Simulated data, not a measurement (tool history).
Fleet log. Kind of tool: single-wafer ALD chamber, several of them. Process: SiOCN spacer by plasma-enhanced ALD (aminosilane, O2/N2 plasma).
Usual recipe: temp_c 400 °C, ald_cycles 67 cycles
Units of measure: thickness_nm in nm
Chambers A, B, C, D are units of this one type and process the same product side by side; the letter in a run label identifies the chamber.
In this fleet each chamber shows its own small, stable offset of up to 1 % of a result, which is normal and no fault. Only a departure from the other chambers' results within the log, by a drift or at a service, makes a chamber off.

run	day	temp_c	ald_cycles	read-back reference wafer on the same gauge, thickness_nm	thickness_nm
1B	0.250	400	67	4.6882	4.0712
2A	0.688	400	67	4.6912	4.0112
# day 0.983: chamber B: thermocouple changed; heater temperature recalibrated
3D	1.046	400	67	4.6925	4.1011
4C	1.392	400	67	4.6895	4.0558
5B	1.671	400	67	4.6918	4.0891
6D	1.954	400	67	4.6908	4.0747
7C	2.279	400	67	4.6885	4.0184
8A	2.704	400	67	4.6877	3.9952
9B	3.046	400	67	4.6864	4.0668
10A	3.471	400	67	4.6898	4.0105
11C	3.875	400	67	4.6892	4.0342
12D	4.279	400	67	4.6913	4.0717
13A	4.546	400	67	4.6889	4.0119
14C	4.996	400	67	4.6883	4.0203
15D	5.338	400	67	4.6888	4.0664
16B	5.700	400	67	4.6929	4.0668
17D	5.904	400	67	4.6894	4.0735
18C	6.121	400	67	4.6876	4.0227
19A	6.483	400	67	4.6877	4.0136
20B	6.925	400	67	4.6915	4.0674
21A	7.150	408	67	4.6922	3.9084
22C	7.446	408	67	4.6913	3.9260
23D	7.771	408	67	4.6898	3.9791
24B	7.996	408	67	4.6856	3.9731
25B	8.317	400	67	4.6906	4.0761
26A	8.562	400	67	4.6917	4.0241
27D	8.912	400	67	4.6899	4.0660
28C	9.225	400	67	4.6915	4.0378
29B	9.508	389	56	4.6908	3.4135
30D	9.921	389	56	4.6889	3.4036
31C	10.350	389	56	4.6877	3.3731
32A	10.692	389	56	4.6906	3.3582
33C	10.908	400	63	4.6901	3.8066
34B	11.125	400	63	4.6901	3.8313
35A	11.562	400	63	4.6893	3.7690

Each of the 4 chambers runs these same settings next. Fill in every chamber's results:
36A	11.888	414	67		?
36B	11.888	414	67		?
36C	11.888	414	67		?
36D	11.888	414	67		?

run	thickness_nm
36A	3.8331
36B	3.8835
36C	3.8650
36D	3.8876
